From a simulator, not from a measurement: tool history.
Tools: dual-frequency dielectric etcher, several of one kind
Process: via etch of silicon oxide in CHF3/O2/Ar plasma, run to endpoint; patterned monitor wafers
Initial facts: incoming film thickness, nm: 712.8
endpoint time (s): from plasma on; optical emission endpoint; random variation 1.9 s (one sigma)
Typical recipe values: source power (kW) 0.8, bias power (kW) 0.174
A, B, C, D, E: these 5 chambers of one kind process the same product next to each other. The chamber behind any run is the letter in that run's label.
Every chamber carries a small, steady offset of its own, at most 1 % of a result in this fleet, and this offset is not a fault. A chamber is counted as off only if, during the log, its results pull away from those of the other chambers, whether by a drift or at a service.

run	hour	source power (kW)	bias power (kW)	endpoint time (s)
1C	11.1	0.8	0.174	331.43
2B	23.8	0.8	0.174	329.38
3D	33.6	0.8	0.174	325.22
# hour 43.7: chamber A: wet clean of the chamber
4A	46.5	0.8	0.174	327.16
5E	57.4	0.8	0.174	328.85
6B	67.9	0.8	0.174	327.55
7D	76.9	0.8	0.174	330.12
8C	91.8	0.8	0.174	330.08
9E	99.9	0.8	0.174	328.15
10A	113.5	0.7	0.174	347.97
11E	127.4	0.7	0.174	345.07
12D	137.9	0.7	0.174	347.65
13C	151.6	0.7	0.174	347.83
14B	166.4	0.7	0.174	341.07
15A	177.9	0.8	0.174	328.37
16C	186.3	0.8	0.174	327.33
17A	200.4	0.8	0.174	327.32
18B	212.6	0.8	0.174	326.44
# hour 222.7: chamber C: bias power generator calibrated
19E	226.1	0.61	0.135	391.88
20D	238.5	0.61	0.135	402.71
21D	252.9	0.61	0.135	408.62
# hour 260.4: chamber E: wet clean of the chamber
22B	263.6	0.61	0.135	392.33
23C	272.9	0.61	0.135	397.6
24E	280.5	0.8	0.174	327.34
25A	295.7	0.8	0.174	328.91
26E	307.6	0.8	0.174	328.33
27B	320.7	0.66	0.135	380.1
28D	331	0.66	0.135	401.92
# hour 333.5: chamber E: bias power generator calibrated
29A	338.3	0.66	0.135	379.42
30C	352.7	0.66	0.135	386.45
31E	363.5	0.66	0.135	380.28
32A	376.1	0.8	0.174	325.77

The same settings go to every chamber for the next run, one line per chamber below. Forecast the results for each:
33A	387.2	0.64	0.174	?
33B	387.2	0.64	0.174	?
33C	387.2	0.64	0.174	?
33D	387.2	0.64	0.174	?
33E	387.2	0.64	0.174	?

run	endpoint time (s)
33A	362.31
33B	356.95
33C	358.35
33D	378
33E	354.65
